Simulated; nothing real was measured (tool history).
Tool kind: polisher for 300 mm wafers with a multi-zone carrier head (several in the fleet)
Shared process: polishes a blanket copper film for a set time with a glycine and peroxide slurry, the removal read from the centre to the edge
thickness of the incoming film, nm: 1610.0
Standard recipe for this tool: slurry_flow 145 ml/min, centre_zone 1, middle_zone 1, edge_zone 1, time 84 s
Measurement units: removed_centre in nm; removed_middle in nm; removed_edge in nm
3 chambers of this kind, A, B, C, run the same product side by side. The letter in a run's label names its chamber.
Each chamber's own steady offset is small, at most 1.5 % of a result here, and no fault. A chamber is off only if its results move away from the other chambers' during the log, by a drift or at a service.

run   hour  slurry_flow  centre_zone  middle_zone  edge_zone  time  wafers polished on this pad  hours since the slurry nozzle was cleaned  hours since the centre zone pressure was calibrated  hours since the edge zone pressure was calibrated  removed_centre  removed_middle  removed_edge
 1B    6.1          145            1            1          1    84                           40                                       14.7                                                227.4                                             1193.4          336.25          332.22        327.37
 2A   10.8          145            1            1          1    84                          806                                      402.3                                                621.1                                                 11          333.59          330.75        322.39
 3C     15          145            1            1          1    84                          232                                      348.2                                                386.2                                              310.9          328.62          334.61        327.12
 4B     22          145            1            1          1    84                          132                                       30.6                                                243.3                                             1209.3          329.85          334.28        331.06
 5C   26.7          145            1            1          1    84                          300                                      359.9                                                397.9                                              322.6          327.16          333.69         328.7
 6A   32.4          145            1            1          1    84                          931                                      423.9                                                642.7                                               32.6          333.48          327.85         324.2
 7C   37.4          145            1         1.06          1    84                          362                                      370.6                                                408.6                                              333.3          332.84          348.34        334.26
 8A   45.1          145            1         1.06          1    84                         1005                                      436.6                                                655.4                                               45.3          330.02          352.34        324.63
      47.3  -- chamber B: edge zone pressure recalibrated
 9B   51.4          145            1         1.06          1    84                          303                                         60                                                272.7                                                4.2          331.94          348.15        323.19
      51.7  -- chamber A: centre zone pressure recalibrated
10A   58.3          145            1            1          1    84                         1081                                      449.8                                                  6.6                                               58.5          326.97          332.46        321.52
      60.4  -- chamber A: worn pad replaced by a new one
11B   64.7          145            1            1          1    84                          380                                       73.3                                                  286                                               17.5          331.19          337.73        328.26
12C   71.6          145            1            1          1    84                          561                                      404.8                                                442.8                                              367.5          324.35          328.88        332.49
13A   75.8          145            1            1          1    84                           89                                      467.3                                                 24.1                                                 76          329.21          333.35        329.77
14C   80.7          145            1            1          1    84                          614                                      413.9                                                451.9                                              376.6          330.79          335.11        331.78
15B   85.6          145            1            1          1    84                          501                                       94.2                                                306.9                                               38.4          331.01          323.64        328.94
16C   91.3          145            1            1          1    84                          675                                      424.5                                                462.5                                              387.2          324.05          331.33        330.02
17B   95.6          145            1            1          1    84                          559                                      104.2                                                316.9                                               48.4          333.72          331.22        333.64
18A    102          165            1            1        1.1    84                          241                                      493.5                                                 50.3                                              102.2          330.56          335.45        356.31
19C    106          165            1            1        1.1    84                          761                                      439.2                                                477.2                                              401.9           349.1          339.13        351.25
     107.5  -- chamber C: edge zone pressure recalibrated
     109.4  -- chamber C: worn pad replaced by a new one
20A  112.2          165            1            1        1.1    84                          300                                      503.7                                                 60.5                                              112.4          337.74          334.47        353.18
21B  116.6          145            1            1          1    84                          681                                      125.2                                                337.9                                               69.4          328.04          331.35        330.35
22A  122.4          145            1            1          1    64                          360                                      513.9                                                 70.7                                              122.6          249.26          254.85         245.9
23C  128.6          145            1            1          1    64                          111                                      461.8                                                499.8                                               21.1          252.88          252.66        254.63
24B  132.9          145            1            1          1    64                          776                                      141.5                                                354.2                                               85.7          253.24          255.44        243.49
25C  137.5          145            1            1          1    84                          163                                      470.7                                                508.7                                                 30           331.3          335.02        330.47
26B  142.9          145            1            1          1    84                          834                                      151.5                                                364.2                                               95.7          319.85          330.76           333
27A  150.6          145            1            1          1    84                          523                                      542.1                                                 98.9                                              150.8          320.88          328.82        324.88
28A  156.4          145            1            1          1    84                          557                                      547.9                                                104.7                                              156.6          337.77          334.69        321.05
29B    162          145            1            1          1    84                          945                                      170.6                                                383.3                                              114.8          333.12          324.86        328.16
30C  166.8          145            1            1          1    84                          333                                        500                                                  538                                               59.3          332.22          334.87        326.92
31B  174.2          145            1            1          1    84                         1016                                      182.8                                                395.5                                                127          334.57          332.01        330.93
32A  179.1          145            1            1          1    84                          689                                      570.6                                                127.4                                              179.3          333.75          334.34        325.41
     179.6  -- chamber B: worn pad replaced by a new one
33C    185          145            1            1          1    84                          439                                      518.2                                                556.2                                               77.5          331.58           330.1         328.6
34A  192.2          145            1            1          1    84                          765                                      583.7                                                140.5                                              192.4          318.97          325.76        328.61
35B  197.4          145         0.94            1       1.05    84                          103                                        206                                                418.7                                              150.2          304.05          337.16        347.83
36C  201.4          145         0.94            1       1.05    84                          534                                      534.6                                                572.6                                               93.9          304.85          336.74        338.28
37A  206.6          145         0.94            1       1.05    84                          849                                      598.1                                                154.9                                              206.8          301.13           335.3        328.75
38C  213.9          145            1            1          1    84                          607                                      547.1                                                585.1                                              106.4          328.55          332.12        336.61
39B  220.7          145            1            1          1    84                          238                                      229.3                                                  442                                              173.5          332.11          331.14        321.77
40C  224.2          145            1            1          1    84                          667                                      557.4                                                595.4                                              116.7          326.82          336.26        325.34
41A  231.9          145            1            1          1    84                          995                                      623.4                                                180.2                                              232.1          322.51           335.3        321.13
42B  236.1          145            1            1          1    84                          328                                      244.7                                                457.4                                              188.9          333.92          325.94        326.91
43A  239.7          145            1            1          1    84                         1041                                      631.2                                                  188                                              239.9          323.38          326.37        319.98

Does one chamber stand apart from the rest, does the shared gauge drift, or is all well apart from small per-chamber offsets? Give the chamber and the most likely cause, where there is one.

No chamber stands off beyond its own small offset, and the gauge holds steady.
